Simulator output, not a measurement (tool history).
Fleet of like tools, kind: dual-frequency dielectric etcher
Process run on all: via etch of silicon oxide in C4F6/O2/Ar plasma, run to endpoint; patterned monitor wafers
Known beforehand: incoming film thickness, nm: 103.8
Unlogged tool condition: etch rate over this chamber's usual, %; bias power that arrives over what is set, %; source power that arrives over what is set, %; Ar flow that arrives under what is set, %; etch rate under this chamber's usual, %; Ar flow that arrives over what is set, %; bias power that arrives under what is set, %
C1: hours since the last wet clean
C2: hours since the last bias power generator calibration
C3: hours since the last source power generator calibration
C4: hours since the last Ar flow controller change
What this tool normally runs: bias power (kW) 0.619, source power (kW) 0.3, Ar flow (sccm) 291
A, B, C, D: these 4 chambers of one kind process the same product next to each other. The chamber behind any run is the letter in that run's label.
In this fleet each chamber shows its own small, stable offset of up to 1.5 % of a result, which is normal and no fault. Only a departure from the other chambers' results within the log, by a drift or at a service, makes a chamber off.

run 1D day=0.271 | bias_power_(kW)=0.619 source_power_(kW)=0.3 Ar_flow_(sccm)=291 | C1=265.6 C2=2495.2 C3=2270.7 C4=2305.7 | endpoint_time_(s)=23.348
run 2C day=0.454 | bias_power_(kW)=0.619 source_power_(kW)=0.3 Ar_flow_(sccm)=291 | C1=348.7 C2=2420.2 C3=2295.1 C4=4187.5 | endpoint_time_(s)=23.308
run 3B day=0.679 | bias_power_(kW)=0.619 source_power_(kW)=0.3 Ar_flow_(sccm)=291 | C1=309.6 C2=514.9 C3=2224.1 C4=598.9 | endpoint_time_(s)=23.317
run 4A day=0.962 | bias_power_(kW)=0.619 source_power_(kW)=0.3 Ar_flow_(sccm)=291 | C1=263.7 C2=3075.9 C3=1076.5 C4=2378.1 | endpoint_time_(s)=23.05
run 5A day=1.188 | bias_power_(kW)=0.619 source_power_(kW)=0.3 Ar_flow_(sccm)=291 | C1=269.1 C2=3081.3 C3=1081.9 C4=2383.5 | endpoint_time_(s)=22.99
run 6B day=1.396 | bias_power_(kW)=0.619 source_power_(kW)=0.3 Ar_flow_(sccm)=291 | C1=326.8 C2=532.1 C3=2241.3 C4=616.1 | endpoint_time_(s)=23.287
run 7D day=1.538 | bias_power_(kW)=0.76 source_power_(kW)=0.3 Ar_flow_(sccm)=291 | C1=296 C2=2525.6 C3=2301.1 C4=2336.1 | endpoint_time_(s)=21.475
run 8C day=1.804 | bias_power_(kW)=0.76 source_power_(kW)=0.3 Ar_flow_(sccm)=291 | C1=381.1 C2=2452.6 C3=2327.5 C4=4219.9 | endpoint_time_(s)=21.395
run 9C day=2.012 | bias_power_(kW)=0.76 source_power_(kW)=0.3 Ar_flow_(sccm)=291 | C1=386.1 C2=2457.6 C3=2332.5 C4=4224.9 | endpoint_time_(s)=21.571
run 10B day=2.258 | bias_power_(kW)=0.76 source_power_(kW)=0.3 Ar_flow_(sccm)=291 | C1=347.5 C2=552.8 C3=2262 C4=636.8 | endpoint_time_(s)=21.578
run 11A day=2.508 | bias_power_(kW)=0.619 source_power_(kW)=0.3 Ar_flow_(sccm)=291 | C1=300.8 C2=3113 C3=1113.6 C4=2415.2 | endpoint_time_(s)=23.066
-- day=2.525 chamber C: wet clean of the chamber
run 12D day=2.675 | bias_power_(kW)=0.619 source_power_(kW)=0.3 Ar_flow_(sccm)=291 | C1=323.3 C2=2552.9 C3=2328.4 C4=2363.4 | endpoint_time_(s)=23.347
run 13D day=2.9 | bias_power_(kW)=0.619 source_power_(kW)=0.3 Ar_flow_(sccm)=291 | C1=328.7 C2=2558.3 C3=2333.8 C4=2368.8 | endpoint_time_(s)=23.313
run 14B day=3.117 | bias_power_(kW)=0.619 source_power_(kW)=0.3 Ar_flow_(sccm)=291 | C1=368.1 C2=573.4 C3=2282.6 C4=657.4 | endpoint_time_(s)=23.506
run 15C day=3.292 | bias_power_(kW)=0.619 source_power_(kW)=0.36 Ar_flow_(sccm)=291 | C1=18.5 C2=2488.3 C3=2363.2 C4=4255.6 | endpoint_time_(s)=21.9
run 16A day=3.479 | bias_power_(kW)=0.619 source_power_(kW)=0.36 Ar_flow_(sccm)=291 | C1=324.1 C2=3136.3 C3=1136.9 C4=2438.5 | endpoint_time_(s)=21.594
run 17C day=3.646 | bias_power_(kW)=0.619 source_power_(kW)=0.36 Ar_flow_(sccm)=291 | C1=27 C2=2496.8 C3=2371.7 C4=4264.1 | endpoint_time_(s)=21.857
run 18D day=3.938 | bias_power_(kW)=0.619 source_power_(kW)=0.36 Ar_flow_(sccm)=291 | C1=353.6 C2=2583.2 C3=2358.7 C4=2393.7 | endpoint_time_(s)=21.83
run 19B day=4.158 | bias_power_(kW)=0.619 source_power_(kW)=0.3 Ar_flow_(sccm)=291 | C1=393.1 C2=598.4 C3=2307.6 C4=682.4 | endpoint_time_(s)=23.525
run 20A day=4.404 | bias_power_(kW)=0.619 source_power_(kW)=0.3 Ar_flow_(sccm)=291 | C1=346.3 C2=3158.5 C3=1159.1 C4=2460.7 | endpoint_time_(s)=23.077
run 21A day=4.608 | bias_power_(kW)=0.619 source_power_(kW)=0.3 Ar_flow_(sccm)=291 | C1=351.2 C2=3163.4 C3=1164 C4=2465.6 | endpoint_time_(s)=23.026
run 22D day=4.85 | bias_power_(kW)=0.619 source_power_(kW)=0.3 Ar_flow_(sccm)=291 | C1=375.5 C2=2605.1 C3=2380.6 C4=2415.6 | endpoint_time_(s)=23.254
run 23C day=5.083 | bias_power_(kW)=0.619 source_power_(kW)=0.3 Ar_flow_(sccm)=291 | C1=61.5 C2=2531.3 C3=2406.2 C4=4298.6 | endpoint_time_(s)=23.466
run 24B day=5.25 | bias_power_(kW)=0.619 source_power_(kW)=0.3 Ar_flow_(sccm)=291 | C1=419.3 C2=624.6 C3=2333.8 C4=708.6 | endpoint_time_(s)=23.621
run 25D day=5.546 | bias_power_(kW)=0.619 source_power_(kW)=0.3 Ar_flow_(sccm)=291 | C1=392.2 C2=2621.8 C3=2397.3 C4=2432.3 | endpoint_time_(s)=23.342
run 26B day=5.821 | bias_power_(kW)=0.619 source_power_(kW)=0.3 Ar_flow_(sccm)=291 | C1=433 C2=638.3 C3=2347.5 C4=722.3 | endpoint_time_(s)=23.625
run 27A day=5.95 | bias_power_(kW)=0.619 source_power_(kW)=0.3 Ar_flow_(sccm)=291 | C1=383.4 C2=3195.6 C3=1196.2 C4=2497.8 | endpoint_time_(s)=22.923
run 28C day=6.121 | bias_power_(kW)=0.619 source_power_(kW)=0.3 Ar_flow_(sccm)=291 | C1=86.4 C2=2556.2 C3=2431.1 C4=4323.5 | endpoint_time_(s)=23.336
run 29B day=6.329 | bias_power_(kW)=0.619 source_power_(kW)=0.23 Ar_flow_(sccm)=238 | C1=445.2 C2=650.5 C3=2359.7 C4=734.5 | endpoint_time_(s)=25.573
run 30D day=6.583 | bias_power_(kW)=0.619 source_power_(kW)=0.23 Ar_flow_(sccm)=238 | C1=417.1 C2=2646.7 C3=2422.2 C4=2457.2 | endpoint_time_(s)=25.13
-- day=6.621 chamber A: wet clean of the chamber
run 31A day=6.758 | bias_power_(kW)=0.619 source_power_(kW)=0.23 Ar_flow_(sccm)=238 | C1=3.3 C2=3215 C3=1215.6 C4=2517.2 | endpoint_time_(s)=24.666
run 32C day=7.038 | bias_power_(kW)=0.619 source_power_(kW)=0.23 Ar_flow_(sccm)=238 | C1=108.4 C2=2578.2 C3=2453.1 C4=4345.5 | endpoint_time_(s)=25.077
run 33C day=7.221 | bias_power_(kW)=0.619 source_power_(kW)=0.3 Ar_flow_(sccm)=291 | C1=112.8 C2=2582.6 C3=2457.5 C4=4349.9 | endpoint_time_(s)=23.385
run 34B day=7.483 | bias_power_(kW)=0.531 source_power_(kW)=0.35 Ar_flow_(sccm)=291 | C1=472.9 C2=678.2 C3=2387.4 C4=762.2 | endpoint_time_(s)=23.816
run 35D day=7.667 | bias_power_(kW)=0.531 source_power_(kW)=0.35 Ar_flow_(sccm)=291 | C1=443.1 C2=2672.7 C3=2448.2 C4=2483.2 | endpoint_time_(s)=23.365
run 36A day=7.817 | bias_power_(kW)=0.531 source_power_(kW)=0.35 Ar_flow_(sccm)=291 | C1=28.7 C2=3240.4 C3=1241 C4=2542.6 | endpoint_time_(s)=23.034
run 37B day=7.971 | bias_power_(kW)=0.531 source_power_(kW)=0.35 Ar_flow_(sccm)=291 | C1=484.6 C2=689.9 C3=2399.1 C4=773.9 | endpoint_time_(s)=23.846
run 38C day=8.192 | bias_power_(kW)=0.619 source_power_(kW)=0.26 Ar_flow_(sccm)=291 | C1=136.1 C2=2605.9 C3=2480.8 C4=4373.2 | endpoint_time_(s)=24.45
run 39A day=8.412 | bias_power_(kW)=0.619 source_power_(kW)=0.26 Ar_flow_(sccm)=291 | C1=43 C2=3254.7 C3=1255.3 C4=2556.9 | endpoint_time_(s)=24.335
run 40D day=8.583 | bias_power_(kW)=0.619 source_power_(kW)=0.26 Ar_flow_(sccm)=291 | C1=465.1 C2=2694.7 C3=2470.2 C4=2505.2 | endpoint_time_(s)=24.575

Decide between three cases: one chamber stands off from its peers, the gauge reading all wafers drifts, or nothing is wrong past each chamber's small offset. Where a chamber is off, say which and what most likely put it there.

One chamber, B, drifts off from the rest bit by bit.
Cause: etch rate under this chamber's usual, % = 2.22.
The log might look much the same if the cause were instead: bias power that arrives under what is set, %; source power that arrives under what is set, %.

Here are 4 candidates for chamber B's next run, each the usual settings with a change, their results left as question marks. Which one brings its results back in line with what the others give on the usual settings?
A result is in line if it is within this distance of the other chambers' mean on the usual settings: endpoint time (s) 0.27
run 41B-1 day=8.792 | bias_power_(kW)=0.599 source_power_(kW)=0.29 Ar_flow_(sccm)=294 | endpoint_time_(s)=?
run 41B-2 day=8.792 | bias_power_(kW)=0.619 source_power_(kW)=0.3 Ar_flow_(sccm)=305 | endpoint_time_(s)=?
run 41B-3 day=8.792 | bias_power_(kW)=0.627 source_power_(kW)=0.3 Ar_flow_(sccm)=290 | endpoint_time_(s)=?
run 41B-4 day=8.792 | bias_power_(kW)=0.661 source_power_(kW)=0.3 Ar_flow_(sccm)=291 | endpoint_time_(s)=?

The other chambers' mean on the usual settings: endpoint time (s) 23.213
run=41B-1 endpoint_time_(s)=24.506
run=41B-2 endpoint_time_(s)=23.99
run=41B-3 endpoint_time_(s)=23.738
run=41B-4 endpoint_time_(s)=23.26
41B-4 is the one that brings the chamber's results back in line with the other chambers.
